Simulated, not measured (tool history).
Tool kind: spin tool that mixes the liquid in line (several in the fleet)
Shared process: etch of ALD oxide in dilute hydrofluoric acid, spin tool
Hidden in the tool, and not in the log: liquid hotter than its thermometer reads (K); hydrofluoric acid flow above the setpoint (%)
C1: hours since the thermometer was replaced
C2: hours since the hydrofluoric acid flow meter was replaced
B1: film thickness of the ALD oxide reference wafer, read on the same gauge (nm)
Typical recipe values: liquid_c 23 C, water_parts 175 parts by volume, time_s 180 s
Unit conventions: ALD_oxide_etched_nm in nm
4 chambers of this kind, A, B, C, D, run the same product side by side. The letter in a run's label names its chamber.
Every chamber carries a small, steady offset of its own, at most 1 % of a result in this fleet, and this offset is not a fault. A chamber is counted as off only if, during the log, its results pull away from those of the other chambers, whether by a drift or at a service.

{"run": "1B", "day": 0.183, "liquid_c": 23, "water_parts": 175, "time_s": 180, "C1": 528.6, "C2": 370.7, "B1": 40.016, "ALD_oxide_etched_nm": 28.126}
{"run": "2C", "day": 0.408, "liquid_c": 23, "water_parts": 175, "time_s": 180, "C1": 768.5, "C2": 998.8, "B1": 40.01, "ALD_oxide_etched_nm": 28.209}
{"run": "3D", "day": 0.546, "liquid_c": 23, "water_parts": 175, "time_s": 180, "C1": 1608.4, "C2": 280.8, "B1": 40.016, "ALD_oxide_etched_nm": 28.132}
{"run": "4A", "day": 0.704, "liquid_c": 23, "water_parts": 175, "time_s": 180, "C1": 700.1, "C2": 172.8, "B1": 39.987, "ALD_oxide_etched_nm": 28.387}
{"run": "5C", "day": 0.812, "liquid_c": 23, "water_parts": 175, "time_s": 180, "C1": 778.2, "C2": 1008.5, "B1": 40.0, "ALD_oxide_etched_nm": 27.975}
{"run": "6A", "day": 0.954, "liquid_c": 23, "water_parts": 175, "time_s": 180, "C1": 706.1, "C2": 178.8, "B1": 40.013, "ALD_oxide_etched_nm": 28.211}
{"run": "7B", "day": 1.117, "liquid_c": 23, "water_parts": 175, "time_s": 180, "C1": 551.0, "C2": 393.1, "B1": 40.013, "ALD_oxide_etched_nm": 28.063}
{"run": "8D", "day": 1.283, "liquid_c": 23, "water_parts": 175, "time_s": 180, "C1": 1626.1, "C2": 298.5, "B1": 39.996, "ALD_oxide_etched_nm": 28.045}
{"run": "9C", "day": 1.404, "liquid_c": 23, "water_parts": 175, "time_s": 180, "C1": 792.4, "C2": 1022.7, "B1": 39.997, "ALD_oxide_etched_nm": 27.63}
{"run": "10A", "day": 1.5, "liquid_c": 23, "water_parts": 175, "time_s": 180, "C1": 719.2, "C2": 191.9, "B1": 39.987, "ALD_oxide_etched_nm": 28.08}
{"run": "11B", "day": 1.629, "liquid_c": 23, "water_parts": 175, "time_s": 180, "C1": 563.3, "C2": 405.4, "B1": 40.01, "ALD_oxide_etched_nm": 28.411}
{"run": "12D", "day": 1.854, "liquid_c": 23, "water_parts": 175, "time_s": 180, "C1": 1639.8, "C2": 312.2, "B1": 40.005, "ALD_oxide_etched_nm": 28.392}
{"run": "13C", "day": 2.0, "liquid_c": 23, "water_parts": 175, "time_s": 180, "C1": 806.7, "C2": 1037.0, "B1": 39.969, "ALD_oxide_etched_nm": 28.186}
{"run": "14A", "day": 2.204, "liquid_c": 23, "water_parts": 175, "time_s": 180, "C1": 736.1, "C2": 208.8, "B1": 39.988, "ALD_oxide_etched_nm": 28.038}
{"run": "15D", "day": 2.417, "liquid_c": 23, "water_parts": 175, "time_s": 180, "C1": 1653.3, "C2": 325.7, "B1": 39.991, "ALD_oxide_etched_nm": 28.127}
{"run": "16B", "day": 2.521, "liquid_c": 23, "water_parts": 175, "time_s": 180, "C1": 584.7, "C2": 426.8, "B1": 39.997, "ALD_oxide_etched_nm": 29.205}
{"run": "17C", "day": 2.65, "liquid_c": 23, "water_parts": 175, "time_s": 180, "C1": 822.3, "C2": 1052.6, "B1": 40.007, "ALD_oxide_etched_nm": 27.889}
{"run": "18D", "day": 2.8, "liquid_c": 23, "water_parts": 175, "time_s": 180, "C1": 1662.5, "C2": 334.9, "B1": 39.991, "ALD_oxide_etched_nm": 27.824}
{"run": "19A", "day": 2.996, "liquid_c": 23, "water_parts": 175, "time_s": 180, "C1": 755.1, "C2": 227.8, "B1": 39.983, "ALD_oxide_etched_nm": 28.31}
{"run": "20B", "day": 3.125, "liquid_c": 23, "water_parts": 175, "time_s": 180, "C1": 599.2, "C2": 441.3, "B1": 40.006, "ALD_oxide_etched_nm": 29.421}
{"run": "21C", "day": 3.25, "liquid_c": 23, "water_parts": 175, "time_s": 180, "C1": 836.7, "C2": 1067.0, "B1": 39.997, "ALD_oxide_etched_nm": 27.818}
{"run": "22A", "day": 3.362, "liquid_c": 23, "water_parts": 175, "time_s": 180, "C1": 763.9, "C2": 236.6, "B1": 40.016, "ALD_oxide_etched_nm": 28.251}
{"run": "23D", "day": 3.479, "liquid_c": 23, "water_parts": 175, "time_s": 180, "C1": 1678.8, "C2": 351.2, "B1": 40.002, "ALD_oxide_etched_nm": 27.966}
{"run": "24B", "day": 3.596, "liquid_c": 23, "water_parts": 175, "time_s": 180, "C1": 610.5, "C2": 452.6, "B1": 39.992, "ALD_oxide_etched_nm": 29.969}
{"run": "25B", "day": 3.788, "liquid_c": 23, "water_parts": 175, "time_s": 180, "C1": 615.1, "C2": 457.2, "B1": 39.994, "ALD_oxide_etched_nm": 29.747}
{"run": "26C", "day": 3.9, "liquid_c": 23, "water_parts": 175, "time_s": 180, "C1": 852.3, "C2": 1082.6, "B1": 39.982, "ALD_oxide_etched_nm": 28.039}
{"run": "27D", "day": 4.004, "liquid_c": 23, "water_parts": 175, "time_s": 180, "C1": 1691.4, "C2": 363.8, "B1": 39.965, "ALD_oxide_etched_nm": 28.053}
{"run": "28A", "day": 4.129, "liquid_c": 23, "water_parts": 175, "time_s": 180, "C1": 782.3, "C2": 255.0, "B1": 39.976, "ALD_oxide_etched_nm": 28.216}
{"run": "29A", "day": 4.283, "liquid_c": 23, "water_parts": 175, "time_s": 90, "C1": 786.0, "C2": 258.7, "B1": 39.995, "ALD_oxide_etched_nm": 13.877}
{"run": "30B", "day": 4.433, "liquid_c": 23, "water_parts": 175, "time_s": 90, "C1": 630.6, "C2": 472.7, "B1": 40.01, "ALD_oxide_etched_nm": 15.24}
{"run": "31C", "day": 4.592, "liquid_c": 23, "water_parts": 175, "time_s": 90, "C1": 868.9, "C2": 1099.2, "B1": 40.024, "ALD_oxide_etched_nm": 13.952}
{"run": "32D", "day": 4.8, "liquid_c": 23, "water_parts": 175, "time_s": 90, "C1": 1710.5, "C2": 382.9, "B1": 40.037, "ALD_oxide_etched_nm": 13.999}

One chamber off, gauge drift, or nothing amiss beyond the chambers' own small offsets? If it is a chamber, which one, and what is the likeliest cause?

One chamber, B, drifts off from the rest bit by bit.
Likeliest cause: liquid hotter than its thermometer reads (K) = 2.31.
It could be hard to tell apart here from: hydrofluoric acid flow above the setpoint (%).

Which of the 4 candidates below, each the usual settings with something changed and its results left as question marks, puts chamber B back in line with what the other chambers give on the usual settings?
Maximum distance from the other chambers' mean on the usual settings for a result to count as in line: ALD_oxide_etched_nm 0.590 nm
{"run": "33B-1", "day": 4.962, "liquid_c": 23.0, "water_parts": 170, "time_s": 190, "ALD_oxide_etched_nm": "?"}
{"run": "33B-2", "day": 4.962, "liquid_c": 28.0, "water_parts": 175, "time_s": 180, "ALD_oxide_etched_nm": "?"}
{"run": "33B-3", "day": 4.962, "liquid_c": 22.5, "water_parts": 200, "time_s": 180, "ALD_oxide_etched_nm": "?"}
{"run": "33B-4", "day": 4.962, "liquid_c": 23.0, "water_parts": 175, "time_s": 165, "ALD_oxide_etched_nm": "?"}

Usual-settings mean across the other chambers: ALD_oxide_etched_nm 28.100 nm
run=33B-1 ALD_oxide_etched_nm=33.396
run=33B-2 ALD_oxide_etched_nm=36.632
run=33B-3 ALD_oxide_etched_nm=25.539
run=33B-4 ALD_oxide_etched_nm=28.015
Change 33B-4 lands the chamber within the allowed miss of the other chambers.
